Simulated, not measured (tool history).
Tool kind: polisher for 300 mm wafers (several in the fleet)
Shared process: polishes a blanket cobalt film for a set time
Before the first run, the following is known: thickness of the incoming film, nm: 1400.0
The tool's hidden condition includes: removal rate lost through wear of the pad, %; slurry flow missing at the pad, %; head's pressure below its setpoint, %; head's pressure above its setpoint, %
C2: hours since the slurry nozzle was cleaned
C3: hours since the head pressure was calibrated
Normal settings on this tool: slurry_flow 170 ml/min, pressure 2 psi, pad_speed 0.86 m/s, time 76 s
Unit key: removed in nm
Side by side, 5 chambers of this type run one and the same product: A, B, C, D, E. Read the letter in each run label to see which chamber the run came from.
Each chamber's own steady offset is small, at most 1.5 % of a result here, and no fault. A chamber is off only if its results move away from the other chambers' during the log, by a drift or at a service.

{"day": 0.254, "done": "chamber A: worn pad replaced by a new one"}
{"run": "1C", "day": 0.304, "slurry_flow": 170, "pressure": 2, "pad_speed": 0.86, "time": 76, "wafers polished on this pad": 105, "C2": 80, "C3": 267.4, "removed": 286.21}
{"run": "2E", "day": 0.554, "slurry_flow": 170, "pressure": 2, "pad_speed": 0.86, "time": 76, "wafers polished on this pad": 432, "C2": 96.4, "C3": 335.9, "removed": 291.14}
{"day": 1.042, "done": "chamber D: worn pad replaced by a new one"}
{"run": "3B", "day": 1.092, "slurry_flow": 170, "pressure": 2, "pad_speed": 0.86, "time": 76, "wafers polished on this pad": 684, "C2": 593.6, "C3": 83.8, "removed": 289.91}
{"day": 1.217, "done": "chamber E: worn pad replaced by a new one"}
{"run": "4D", "day": 1.571, "slurry_flow": 170, "pressure": 2, "pad_speed": 0.86, "time": 76, "wafers polished on this pad": 137, "C2": 158, "C3": 450.5, "removed": 290.97}
{"run": "5A", "day": 1.808, "slurry_flow": 170, "pressure": 2, "pad_speed": 0.86, "time": 76, "wafers polished on this pad": 402, "C2": 647.8, "C3": 910.5, "removed": 289.31}
{"run": "6B", "day": 2.088, "slurry_flow": 170, "pressure": 2, "pad_speed": 0.86, "time": 76, "wafers polished on this pad": 942, "C2": 617.5, "C3": 107.7, "removed": 294.66}
{"day": 2.208, "done": "chamber E: head pressure recalibrated"}
{"run": "7E", "day": 2.371, "slurry_flow": 170, "pressure": 2, "pad_speed": 0.86, "time": 76, "wafers polished on this pad": 299, "C2": 140, "C3": 4, "removed": 284.07}
{"run": "8A", "day": 2.717, "slurry_flow": 170, "pressure": 2, "pad_speed": 0.86, "time": 76, "wafers polished on this pad": 638, "C2": 669.6, "C3": 932.3, "removed": 290.06}
{"day": 2.746, "done": "chamber C: worn pad replaced by a new one"}
{"run": "9C", "day": 2.958, "slurry_flow": 150, "pressure": 2, "pad_speed": 0.74, "time": 76, "wafers polished on this pad": 56, "C2": 143.7, "C3": 331.1, "removed": 240.67}
{"run": "10D", "day": 3.462, "slurry_flow": 150, "pressure": 2, "pad_speed": 0.74, "time": 76, "wafers polished on this pad": 627, "C2": 203.4, "C3": 495.9, "removed": 243.26}
{"run": "11E", "day": 3.983, "slurry_flow": 150, "pressure": 2, "pad_speed": 0.74, "time": 76, "wafers polished on this pad": 716, "C2": 178.7, "C3": 42.7, "removed": 243.93}
{"day": 4.046, "done": "chamber D: worn pad replaced by a new one"}
{"day": 4.125, "done": "chamber E: worn pad replaced by a new one"}
{"run": "12D", "day": 4.242, "slurry_flow": 150, "pressure": 2, "pad_speed": 0.74, "time": 76, "wafers polished on this pad": 51, "C2": 222.1, "C3": 514.6, "removed": 245.45}
{"run": "13A", "day": 4.517, "slurry_flow": 150, "pressure": 2, "pad_speed": 0.74, "time": 76, "wafers polished on this pad": 1103, "C2": 712.8, "C3": 975.5, "removed": 239.99}
{"run": "14C", "day": 4.958, "slurry_flow": 170, "pressure": 2, "pad_speed": 0.86, "time": 76, "wafers polished on this pad": 573, "C2": 191.7, "C3": 379.1, "removed": 288.03}
{"run": "15B", "day": 5.225, "slurry_flow": 170, "pressure": 2, "pad_speed": 0.86, "time": 76, "wafers polished on this pad": 1754, "C2": 692.8, "C3": 183, "removed": 284.63}
{"day": 5.275, "done": "chamber C: worn pad replaced by a new one"}
{"day": 5.492, "done": "chamber A: worn pad replaced by a new one"}
{"run": "16E", "day": 5.55, "slurry_flow": 170, "pressure": 2, "pad_speed": 0.86, "time": 76, "wafers polished on this pad": 369, "C2": 216.3, "C3": 80.3, "removed": 290.64}
{"day": 5.742, "done": "chamber B: slurry nozzle cleaned"}
{"run": "17B", "day": 6.012, "slurry_flow": 170, "pressure": 2, "pad_speed": 0.86, "time": 76, "wafers polished on this pad": 1958, "C2": 6.6, "C3": 201.9, "removed": 280.63}
{"run": "18A", "day": 6.425, "slurry_flow": 170, "pressure": 2, "pad_speed": 0.86, "time": 76, "wafers polished on this pad": 241, "C2": 758.6, "C3": 1021.3, "removed": 287.98}
{"day": 6.629, "done": "chamber E: worn pad replaced by a new one"}
{"run": "19D", "day": 6.942, "slurry_flow": 170, "pressure": 2, "pad_speed": 0.86, "time": 76, "wafers polished on this pad": 750, "C2": 286.9, "C3": 579.4, "removed": 285.38}
{"run": "20C", "day": 7.188, "slurry_flow": 170, "pressure": 2, "pad_speed": 0.86, "time": 76, "wafers polished on this pad": 495, "C2": 245.2, "C3": 432.6, "removed": 282.35}
{"day": 7.383, "done": "chamber C: head pressure recalibrated"}
{"day": 7.654, "done": "chamber D: worn pad replaced by a new one"}
{"run": "21B", "day": 7.671, "slurry_flow": 170, "pressure": 2, "pad_speed": 0.86, "time": 76, "wafers polished on this pad": 2387, "C2": 46.4, "C3": 241.7, "removed": 278.21}
{"day": 7.675, "done": "chamber C: slurry nozzle cleaned"}
{"run": "22D", "day": 8.017, "slurry_flow": 170, "pressure": 2, "pad_speed": 0.86, "time": 76, "wafers polished on this pad": 93, "C2": 312.7, "C3": 605.2, "removed": 285}
{"day": 8.179, "done": "chamber C: worn pad replaced by a new one"}
{"run": "23C", "day": 8.275, "slurry_flow": 170, "pressure": 2, "pad_speed": 0.86, "time": 86, "wafers polished on this pad": 25, "C2": 14.5, "C3": 21.4, "removed": 327.18}
{"run": "24A", "day": 8.542, "slurry_flow": 170, "pressure": 2, "pad_speed": 0.86, "time": 86, "wafers polished on this pad": 789, "C2": 809.4, "C3": 1072.1, "removed": 329.4}
{"run": "25E", "day": 8.904, "slurry_flow": 170, "pressure": 2, "pad_speed": 0.86, "time": 86, "wafers polished on this pad": 589, "C2": 296.8, "C3": 160.8, "removed": 326.58}
{"run": "26B", "day": 9.325, "slurry_flow": 170, "pressure": 2, "pad_speed": 0.86, "time": 86, "wafers polished on this pad": 2815, "C2": 86.1, "C3": 281.4, "removed": 310.54}
{"day": 9.333, "done": "chamber E: worn pad replaced by a new one"}
{"run": "27C", "day": 9.6, "slurry_flow": 170, "pressure": 2, "pad_speed": 0.86, "time": 86, "wafers polished on this pad": 368, "C2": 46.3, "C3": 53.2, "removed": 323.49}
{"run": "28A", "day": 10.142, "slurry_flow": 170, "pressure": 2, "pad_speed": 0.98, "time": 76, "wafers polished on this pad": 1203, "C2": 847.8, "C3": 1110.5, "removed": 327.95}
{"day": 10.467, "done": "chamber A: worn pad replaced by a new one"}
{"run": "29E", "day": 10.467, "slurry_flow": 170, "pressure": 2, "pad_speed": 0.98, "time": 76, "wafers polished on this pad": 293, "C2": 334.3, "C3": 198.3, "removed": 331.34}
{"run": "30D", "day": 10.988, "slurry_flow": 170, "pressure": 2, "pad_speed": 0.98, "time": 76, "wafers polished on this pad": 862, "C2": 384, "C3": 676.5, "removed": 330}
{"day": 11.2, "done": "chamber C: worn pad replaced by a new one"}
{"day": 11.288, "done": "chamber D: worn pad replaced by a new one"}
{"day": 11.321, "done": "chamber B: head pressure recalibrated"}
{"run": "31A", "day": 11.517, "slurry_flow": 170, "pressure": 2, "pad_speed": 0.98, "time": 76, "wafers polished on this pad": 272, "C2": 880.8, "C3": 1143.5, "removed": 331.47}
{"day": 11.817, "done": "chamber E: worn pad replaced by a new one"}
{"run": "32E", "day": 11.946, "slurry_flow": 170, "pressure": 2, "pad_speed": 0.98, "time": 76, "wafers polished on this pad": 33, "C2": 369.8, "C3": 233.8, "removed": 323.76}
{"run": "33B", "day": 12.312, "slurry_flow": 130, "pressure": 2, "pad_speed": 0.86, "time": 76, "wafers polished on this pad": 3588, "C2": 157.8, "C3": 23.9, "removed": 249.74}
{"run": "34D", "day": 12.817, "slurry_flow": 130, "pressure": 2, "pad_speed": 0.86, "time": 76, "wafers polished on this pad": 396, "C2": 427.9, "C3": 720.4, "removed": 273.87}
{"run": "35C", "day": 13.142, "slurry_flow": 130, "pressure": 2, "pad_speed": 0.86, "time": 76, "wafers polished on this pad": 503, "C2": 131.3, "C3": 138.2, "removed": 272.57}

Next, every chamber runs the same settings. What will each give?
{"run": "36A", "day": 13.533, "slurry_flow": 170, "pressure": 2, "pad_speed": 0.86, "time": 76, "removed": "?"}
{"run": "36B", "day": 13.533, "slurry_flow": 170, "pressure": 2, "pad_speed": 0.86, "time": 76, "removed": "?"}
{"run": "36C", "day": 13.533, "slurry_flow": 170, "pressure": 2, "pad_speed": 0.86, "time": 76, "removed": "?"}
{"run": "36D", "day": 13.533, "slurry_flow": 170, "pressure": 2, "pad_speed": 0.86, "time": 76, "removed": "?"}
{"run": "36E", "day": 13.533, "slurry_flow": 170, "pressure": 2, "pad_speed": 0.86, "time": 76, "removed": "?"}

run=36A removed=292.04
run=36B removed=263.58
run=36C removed=289.55
run=36D removed=285.46
run=36E removed=292.69

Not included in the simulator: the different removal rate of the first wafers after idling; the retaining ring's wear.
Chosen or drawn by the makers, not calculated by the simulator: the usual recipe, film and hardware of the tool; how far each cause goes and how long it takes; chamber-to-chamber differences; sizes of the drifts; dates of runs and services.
